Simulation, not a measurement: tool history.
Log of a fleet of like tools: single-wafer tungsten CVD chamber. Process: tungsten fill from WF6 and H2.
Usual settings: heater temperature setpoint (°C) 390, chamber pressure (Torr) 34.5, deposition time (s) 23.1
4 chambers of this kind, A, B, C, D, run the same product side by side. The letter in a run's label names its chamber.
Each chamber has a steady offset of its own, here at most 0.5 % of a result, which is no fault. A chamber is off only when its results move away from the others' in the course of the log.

run,hour,heater temperature setpoint (°C),chamber pressure (Torr),deposition time (s),hours since the last thermocouple change,hours since the last manometer calibration,"read-back reference wafer on the same gauge, thickness_nm",mean film thickness on the monitor wafer (angstrom)
1A,6.8,390,34.5,23.1,2568.4,248,51.619,597.21
2D,16.4,390,34.5,23.1,483.6,1148.8,51.605,592.52
# hour 18.5: chamber B: thermocouple changed; heater temperature recalibrated
3C,25.2,390,34.5,23.1,1310.4,214.9,51.616,596.38
# hour 33.2: chamber C: thermocouple changed; heater temperature recalibrated
4B,34.9,390,34.5,23.1,16.5,324.1,51.612,592.73
5D,42.1,390,34.5,23.1,509.3,1174.5,51.647,593.26
6A,52.3,390,34.5,23.1,2613.9,293.5,51.622,597.49
7C,62,390,34.5,23.1,28.9,251.7,51.623,596.07
8B,72.9,390,34.5,18.8,54.5,362.1,51.642,482.58
9B,78.8,390,34.5,18.8,60.4,368,51.645,482.31
10A,87.4,390,34.5,18.8,2649,328.6,51.651,486.36
11D,96.3,390,34.5,18.8,563.5,1228.7,51.664,482.44
12C,104.5,390,34.5,23.1,71.4,294.2,51.665,596.54
13C,114.9,390,39.1,23.1,81.8,304.6,51.666,632.58
14D,126.1,390,39.1,23.1,593.3,1258.5,51.678,629.04
15B,131.8,390,39.1,23.1,113.4,421,51.694,629.36
16A,139.6,390,39.1,23.1,2701.2,380.8,51.697,633.9
17A,144.9,390,34.5,23.1,2706.5,386.1,51.716,597.95
18C,153.9,390,34.5,23.1,120.8,343.6,51.696,596.94
# hour 154.6: chamber A: thermocouple changed; heater temperature recalibrated
19B,158.7,390,34.5,23.1,140.3,447.9,51.707,595
20D,166.1,390,34.5,23.1,633.3,1298.5,51.697,594.29
21D,176.1,390,34.5,23.1,643.3,1308.5,51.721,594.59
22C,182.4,390,34.5,23.1,149.3,372.1,51.723,597.42
23A,193.2,390,34.5,23.1,38.6,434.4,51.741,597.95
24B,200.5,390,34.5,23.1,182.1,489.7,51.726,594.02
25A,211.1,390,34.5,23.1,56.5,452.3,51.729,598.05
26D,221.7,390,34.5,23.1,688.9,1354.1,51.751,594.29
27C,227.9,390,34.5,23.1,194.8,417.6,51.752,596.52
28B,234.6,390,34.5,23.1,216.2,523.8,51.753,594.54
29C,245.1,390,34.5,23.1,212,434.8,51.763,596.45
30A,253.4,390,34.5,23.1,98.8,494.6,51.776,598.97
31D,262.2,390,34.5,23.1,729.4,1394.6,51.778,593.42
32B,268.8,390,42,23.1,250.4,558,51.764,652.15
33B,278,390,42,23.1,259.6,567.2,51.777,652.42
34C,286.2,390,42,23.1,253.1,475.9,51.788,653.14
35A,294.9,390,42,23.1,140.3,536.1,51.795,655.72
36D,302.5,396,28.1,23.1,769.7,1434.9,51.797,604.89
37C,309.6,396,28.1,23.1,276.5,499.3,51.809,606.64
38D,317.8,396,28.1,23.1,785,1450.2,51.803,604.32
39B,328.6,396,28.1,23.1,310.2,617.8,51.802,604.14
40A,334.6,390,34.5,23.1,180,575.8,51.837,598.55
41B,340.3,390,34.5,23.1,321.9,629.5,51.827,594.54
42D,348.2,390,34.5,20,815.4,1480.6,51.83,515.1
43A,357.2,390,34.5,20,202.6,598.4,51.841,518.64

Is one chamber off against the others, does the gauge drift, or is nothing wrong? If a chamber is off, say which, and what the likeliest cause is.

The gauge drifts, so all chambers seem to drift together. No chamber is off.
Cause: gauge reads high (%) = 0.464.
